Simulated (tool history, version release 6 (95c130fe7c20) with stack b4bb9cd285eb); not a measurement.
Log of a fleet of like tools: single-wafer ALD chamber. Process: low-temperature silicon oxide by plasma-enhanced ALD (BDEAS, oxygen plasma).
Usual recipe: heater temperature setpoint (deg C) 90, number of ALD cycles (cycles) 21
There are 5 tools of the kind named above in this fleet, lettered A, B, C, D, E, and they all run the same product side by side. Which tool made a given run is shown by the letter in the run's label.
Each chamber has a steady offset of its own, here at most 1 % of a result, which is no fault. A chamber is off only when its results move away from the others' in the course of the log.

| run | hour | heater temperature setpoint (deg C) | number of ALD cycles (cycles) | read-back reference wafer on the same gauge, thickness_nm | mean film thickness on the monitor wafer (nm) |
|---|---|---|---|---|---|
| 1D | 5.4 | 90 | 21 | 2.5190 | 3.1404 |
| 2E | 13.5 | 90 | 21 | 2.5208 | 3.1195 |
|  | 13.8 | chamber A: thermocouple changed; heater temperature recalibrated |
| 3C | 21.2 | 90 | 21 | 2.5180 | 3.1134 |
| 4A | 27.4 | 90 | 21 | 2.5197 | 3.1194 |
| 5B | 34.3 | 90 | 21 | 2.5202 | 3.1050 |
| 6C | 39.0 | 77 | 23 | 2.5205 | 3.5672 |
| 7B | 43.6 | 77 | 23 | 2.5199 | 3.5552 |
| 8A | 50.0 | 77 | 23 | 2.5208 | 3.5670 |
| 9D | 55.1 | 77 | 23 | 2.5209 | 3.5995 |
| 10E | 61.1 | 77 | 23 | 2.5205 | 3.5953 |
| 11E | 67.2 | 90 | 21 | 2.5207 | 3.1275 |
| 12C | 73.8 | 99 | 17 | 2.5213 | 2.4512 |
|  | 77.2 | chamber B: thermocouple changed; heater temperature recalibrated |
| 13B | 79.6 | 99 | 17 | 2.5208 | 2.4396 |
| 14A | 83.7 | 99 | 17 | 2.5201 | 2.4500 |
| 15D | 88.2 | 99 | 17 | 2.5208 | 2.4452 |
| 16E | 96.0 | 99 | 17 | 2.5193 | 2.4413 |
| 17D | 103.3 | 90 | 21 | 2.5204 | 3.1352 |
| 18C | 110.6 | 90 | 21 | 2.5209 | 3.1108 |
| 19A | 117.4 | 90 | 21 | 2.5216 | 3.1295 |
| 20B | 123.1 | 90 | 21 | 2.5202 | 3.1155 |
| 21E | 130.1 | 90 | 21 | 2.5199 | 3.1265 |
| 22D | 139.4 | 90 | 21 | 2.5203 | 3.1450 |
| 23C | 145.5 | 90 | 21 | 2.5197 | 3.1148 |
| 24A | 150.7 | 90 | 21 | 2.5191 | 3.1167 |
| 25B | 156.5 | 90 | 21 | 2.5215 | 3.1072 |
| 26E | 162.0 | 90 | 21 | 2.5192 | 3.1321 |
| 27A | 170.9 | 97 | 23 | 2.5206 | 3.3490 |
| 28D | 177.6 | 97 | 23 | 2.5187 | 3.3620 |
| 29B | 181.9 | 97 | 23 | 2.5200 | 3.3353 |
| 30C | 187.9 | 97 | 23 | 2.5181 | 3.3241 |
| 31D | 194.5 | 97 | 23 | 2.5190 | 3.3473 |
| 32A | 201.5 | 90 | 21 | 2.5205 | 3.1267 |
| 33B | 208.3 | 90 | 21 | 2.5216 | 3.1176 |
| 34E | 217.6 | 90 | 21 | 2.5198 | 3.1210 |
| 35C | 223.6 | 90 | 21 | 2.5199 | 3.1128 |
| 36C | 230.0 | 90 | 21 | 2.5196 | 3.1221 |
| 37A | 237.1 | 84 | 24 | 2.5220 | 3.6375 |
| 38B | 242.0 | 84 | 24 | 2.5189 | 3.6201 |
| 39D | 246.8 | 84 | 24 | 2.5210 | 3.6501 |
| 40E | 254.1 | 84 | 24 | 2.5206 | 3.6253 |
| 41C | 262.4 | 84 | 24 | 2.5195 | 3.6355 |
| 42B | 267.2 | 90 | 21 | 2.5216 | 3.1164 |
| 43D | 276.3 | 90 | 19 | 2.5195 | 2.8390 |

What goes on in this fleet: one chamber off, a drifting gauge, or nothing beyond the chambers' own small offsets? Name the chamber and the cause, if any.

No chamber is off and the gauge is stable; the differences are just each chamber's small, constant offset.
